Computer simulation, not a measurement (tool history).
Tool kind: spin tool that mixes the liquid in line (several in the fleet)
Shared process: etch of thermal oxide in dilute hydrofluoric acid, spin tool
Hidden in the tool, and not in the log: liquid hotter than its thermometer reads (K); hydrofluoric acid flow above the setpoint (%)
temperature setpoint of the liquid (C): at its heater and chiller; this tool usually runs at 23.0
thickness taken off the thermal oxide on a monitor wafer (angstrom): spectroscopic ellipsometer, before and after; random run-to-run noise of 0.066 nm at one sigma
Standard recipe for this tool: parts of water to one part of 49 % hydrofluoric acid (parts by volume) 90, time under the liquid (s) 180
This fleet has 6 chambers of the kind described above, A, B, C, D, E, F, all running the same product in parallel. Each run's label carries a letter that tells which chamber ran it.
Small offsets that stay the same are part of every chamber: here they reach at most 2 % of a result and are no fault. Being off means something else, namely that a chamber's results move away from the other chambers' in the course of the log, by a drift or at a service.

run	hour	temperature setpoint of the liquid (C)	parts of water to one part of 49 % hydrofluoric acid (parts by volume)	time under the liquid (s)	hours since the thermometer was replaced	hours since the hydrofluoric acid flow meter was replaced	read-back film thickness of the thermal oxide reference wafer, read on the same gauge (nm)	thickness taken off the thermal oxide on a monitor wafer (angstrom)
1E	11.9	23.0	90	180	1965.4	172.8	79.971	89.774
2F	25.2	23.0	90	180	959.3	213.0	80.022	89.597
# hour 30.5: chamber C: thermometer replaced
3C	34.7	23.0	90	180	4.2	1374.8	80.052	87.153
4A	48.3	23.0	90	180	1386.1	831.8	80.026	90.584
5D	55.4	23.0	90	180	540.5	78.8	79.978	90.050
6B	64.7	23.0	90	180	1462.9	513.7	79.993	89.459
7C	77.5	23.0	90	180	47.0	1417.6	79.992	87.740
8F	86.6	23.0	90	180	1020.7	274.4	79.976	89.301
# hour 91.3: chamber A: hydrofluoric acid flow meter replaced
9D	99.5	26.0	90	180	584.6	122.9	80.016	99.568
10A	105.7	26.0	90	180	1443.5	14.4	79.949	102.290
11E	114.6	26.0	90	180	2068.1	275.5	80.011	102.570
12B	124.2	26.0	90	180	1522.4	573.2	80.017	99.975
13C	131.3	26.0	90	180	100.8	1471.4	79.967	99.260
14E	138.8	26.0	90	180	2092.3	299.7	79.971	101.730
15D	149.8	26.5	130	180	634.9	173.2	80.009	67.430
16B	160.2	26.5	130	180	1558.4	609.2	80.049	67.875
17F	170.4	26.5	130	180	1104.5	358.2	80.006	66.828
18A	181.0	26.5	130	180	1518.8	89.7	79.954	68.853
19C	193.9	26.5	130	180	163.4	1534.0	80.008	66.422
20F	206.4	26.5	130	180	1140.5	394.2	80.024	67.776
21D	216.0	23.0	90	180	701.1	239.4	79.971	88.807
22B	225.1	23.0	90	180	1623.3	674.1	79.994	92.125
23E	237.7	23.0	90	180	2191.2	398.6	80.042	91.191
24A	244.9	23.0	120	180	1582.7	153.6	80.024	65.846
25F	256.6	23.0	120	180	1190.7	444.4	80.058	63.837
26D	268.9	23.0	120	180	754.0	292.3	79.983	64.210
27A	279.2	23.0	120	180	1617.0	187.9	80.009	65.424
28E	285.2	23.0	120	180	2238.7	446.1	79.989	66.142
29B	298.1	23.0	120	180	1696.3	747.1	80.002	67.509
30C	311.1	23.0	90	180	280.6	1651.2	79.996	86.700
31D	318.5	23.0	90	180	803.6	341.9	80.014	89.710
# hour 321.4: chamber E: thermometer replaced
32C	326.0	23.0	90	180	295.5	1666.1	80.001	87.445
33B	337.8	27.0	90	125	1736.0	786.8	79.958	75.764
34A	347.1	27.0	90	125	1684.9	255.8	79.986	72.763
35F	353.1	27.0	90	125	1287.2	540.9	80.013	71.613
36E	365.2	27.0	90	125	43.9	526.1	79.973	73.399
37A	371.7	27.0	90	125	1709.5	280.4	80.002	73.422
38B	378.8	27.0	90	125	1777.0	827.8	80.006	77.180
39D	387.9	23.0	90	180	873.0	411.3	80.007	90.180
40F	399.5	23.0	90	180	1333.6	587.3	79.989	88.175
41C	412.1	23.0	90	180	381.6	1752.2	79.970	87.190
42E	424.8	23.0	90	180	103.5	585.7	79.971	89.553
43F	436.3	23.0	90	180	1370.4	624.1	80.022	88.484
44E	448.7	23.0	90	180	127.4	609.6	79.971	89.592

All chambers now run identical settings, listed one chamber a line with results as question marks. What results will each chamber show?
45A	458.5	23.0	90	180				?
45B	458.5	23.0	90	180				?
45C	458.5	23.0	90	180				?
45D	458.5	23.0	90	180				?
45E	458.5	23.0	90	180				?
45F	458.5	23.0	90	180				?

run	thickness taken off the thermal oxide on a monitor wafer (angstrom)
45A	88.642
45B	97.435
45C	87.668
45D	89.470
45E	90.450
45F	88.211
